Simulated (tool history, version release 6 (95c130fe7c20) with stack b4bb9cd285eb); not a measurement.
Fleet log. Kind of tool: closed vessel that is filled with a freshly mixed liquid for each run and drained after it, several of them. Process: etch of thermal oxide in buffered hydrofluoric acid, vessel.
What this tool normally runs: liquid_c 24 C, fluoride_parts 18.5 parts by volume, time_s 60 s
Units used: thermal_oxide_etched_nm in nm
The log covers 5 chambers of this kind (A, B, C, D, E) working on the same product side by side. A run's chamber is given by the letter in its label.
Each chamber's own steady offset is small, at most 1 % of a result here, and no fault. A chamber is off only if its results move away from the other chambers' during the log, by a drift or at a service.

run   hour  liquid_c  fluoride_parts  time_s  read-back film thickness of the thermal oxide reference wafer, read on the same gauge (nm)  thermal_oxide_etched_nm
 1D   15.5        24            18.5      60                                                                                      130.01                   36.873
 2C   26.8        24            18.5      60                                                                                      129.98                   37.227
 3A   42.4        24            18.5      60                                                                                      129.98                   36.883
 4E   55.4        24            18.5      60                                                                                      129.99                   36.950
 5B   66.9        26            15.5      60                                                                                      130.00                   49.285
 6B   83.1        26            15.5      60                                                                                      130.03                   49.164
 7A   90.7        26            15.5      60                                                                                      129.99                   49.379
 8C   97.9        26            15.5      60                                                                                      129.99                   49.322
     110.8  -- chamber A: hydrofluoric acid flow meter replaced
 9E  112.4        26            15.5      60                                                                                      129.99                   49.034
10D  126.6        24            18.5      60                                                                                      130.01                   36.663
11D  136.1        24            18.5      60                                                                                      130.00                   36.870
12C  143.6        24            25.0      60                                                                                      129.99                   29.631
13A  153.3        24            25.0      60                                                                                      130.00                   29.465
14B  163.6        24            25.0      60                                                                                      130.01                   29.364
15E  177.6        24            25.0      60                                                                                      130.01                   29.191
16B  191.4        24            25.0      60                                                                                      130.02                   29.046
17A  204.9        24            12.5      60                                                                                      129.97                   54.912
18E  213.8        24            12.5      60                                                                                      130.01                   53.935
19C  223.3        24            12.5      60                                                                                      129.99                   54.790
20D  233.7        24            12.5      60                                                                                      130.01                   53.362
21E  242.5        24            12.5      60                                                                                      129.99                   54.184
22C  257.5        24            18.5      60                                                                                      129.99                   36.962
23D  269.9        24            18.5      60                                                                                      130.02                   35.645
24A  283.8        24            18.5      60                                                                                      130.00                   36.985
25B  299.4        24            18.5      60                                                                                      130.01                   36.979
26E  310.2        24            18.5      60                                                                                      130.01                   36.981
27D  320.6        24            18.5      60                                                                                      129.99                   35.675
28C  329.1        24            18.5      60                                                                                      130.03                   37.347
29A  338.9        24            18.5      60                                                                                      130.00                   37.292
     347.2  -- chamber A: thermometer replaced
30B  352.7        24            18.5      60                                                                                      130.00                   37.096
31E  365.5        24            18.5      60                                                                                      129.99                   36.646
32B  374.1        24            18.5      60                                                                                      130.00                   36.835
33C  386.3        24            18.5      60                                                                                      130.00                   37.253
     393.4  -- chamber D: hydrofluoric acid flow meter replaced
34D  400.9        24            18.5      60                                                                                      130.00                   35.454
35A  415.3        24            18.5      60                                                                                      130.00                   37.230
36A  430.4        24            15.5      75                                                                                      129.99                   55.393
37C  443.9        24            15.5      75                                                                                      129.98                   55.401

For the next run the whole fleet of 5 chambers uses the same settings. Give each chamber's results:
38A  455.7        24            13.0      60                                                                                                                    ?
38B  455.7        24            13.0      60                                                                                                                    ?
38C  455.7        24            13.0      60                                                                                                                    ?
38D  455.7        24            13.0      60                                                                                                                    ?
38E  455.7        24            13.0      60                                                                                                                    ?

run  thermal_oxide_etched_nm
38A                   53.052
38B                   52.342
38C                   52.629
38D                   49.572
38E                   51.786
